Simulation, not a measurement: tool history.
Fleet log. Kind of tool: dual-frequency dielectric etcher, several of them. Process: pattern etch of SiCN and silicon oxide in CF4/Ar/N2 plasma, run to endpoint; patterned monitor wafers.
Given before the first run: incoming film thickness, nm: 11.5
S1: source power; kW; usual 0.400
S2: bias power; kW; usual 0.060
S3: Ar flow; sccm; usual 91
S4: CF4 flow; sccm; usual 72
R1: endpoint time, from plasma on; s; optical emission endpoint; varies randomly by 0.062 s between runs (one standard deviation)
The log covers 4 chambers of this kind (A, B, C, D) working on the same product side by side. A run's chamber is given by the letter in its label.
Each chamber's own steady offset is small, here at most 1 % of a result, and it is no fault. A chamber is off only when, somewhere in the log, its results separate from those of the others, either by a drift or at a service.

run   hour     S1     S2   S3  S4      R1
 1A   12.7  0.400  0.060   91  72  15.548
 2D   26.8  0.400  0.060   91  72  15.441
 3C   33.1  0.400  0.060   91  72  15.537
 4B   46.1  0.400  0.060   91  72  15.601
 5A   55.1  0.400  0.060   91  72  15.583
 6B   68.9  0.400  0.071  103  72  14.915
 7C   78.4  0.400  0.071  103  72  14.994
      85.8  -- chamber D: bias power generator calibrated
 8D   86.2  0.400  0.071  103  72  14.968
      86.4  -- chamber A: wet clean of the chamber
 9B   93.5  0.400  0.071  103  72  15.028
10C  106.8  0.400  0.060   91  72  15.421
11D  115.0  0.400  0.060   91  72  15.355
12A  122.0  0.400  0.060   91  72  15.467
13A  129.3  0.400  0.060   91  72  15.601
14C  142.5  0.400  0.060   91  72  15.503
15D  155.2  0.400  0.060   91  72  15.370
     164.1  -- chamber A: bias power generator calibrated
16B  164.7  0.400  0.060   91  72  15.537
17C  172.5  0.400  0.060   91  72  15.534
     177.5  -- chamber C: wet clean of the chamber
18B  184.5  0.400  0.060   91  72  15.562
19A  196.7  0.400  0.060   91  72  15.603
20D  210.1  0.400  0.060   91  72  15.465
21A  216.3  0.400  0.060   91  72  15.529
22C  228.9  0.400  0.060   91  72  15.649
     230.2  -- chamber D: wet clean of the chamber
23B  235.4  0.400  0.060   91  72  15.471
24D  246.4  0.400  0.060   91  72  15.909
25B  259.1  0.400  0.060   91  72  15.622
26C  266.4  0.400  0.060   91  87  15.080
27D  275.4  0.400  0.060   91  87  15.565
28A  283.6  0.400  0.060   91  87  15.067
29C  296.3  0.400  0.060   91  87  15.263
30B  304.1  0.400  0.051   71  72  15.618
31A  312.4  0.400  0.051   71  72  15.814
32D  320.7  0.400  0.051   71  72  16.210
33B  329.4  0.400  0.051   71  72  15.806
34C  342.2  0.400  0.060   91  72  15.634
35A  351.5  0.400  0.060   91  72  15.483
     362.9  -- chamber C: Ar flow controller replaced
36D  365.7  0.400  0.060   91  72  16.093
37D  376.6  0.400  0.060   91  72  16.083
38C  388.6  0.400  0.060   91  72  15.550
39A  397.9  0.400  0.060   91  72  15.592

All 4 chambers run these settings next. Forecast each chamber's results:
40A  408.1  0.400  0.053  91  72   ?
40B  408.1  0.400  0.053  91  72   ?
40C  408.1  0.400  0.053  91  72   ?
40D  408.1  0.400  0.053  91  72   ?

run      R1
40A  16.183
40B  16.191
40C  16.206
40D  16.713
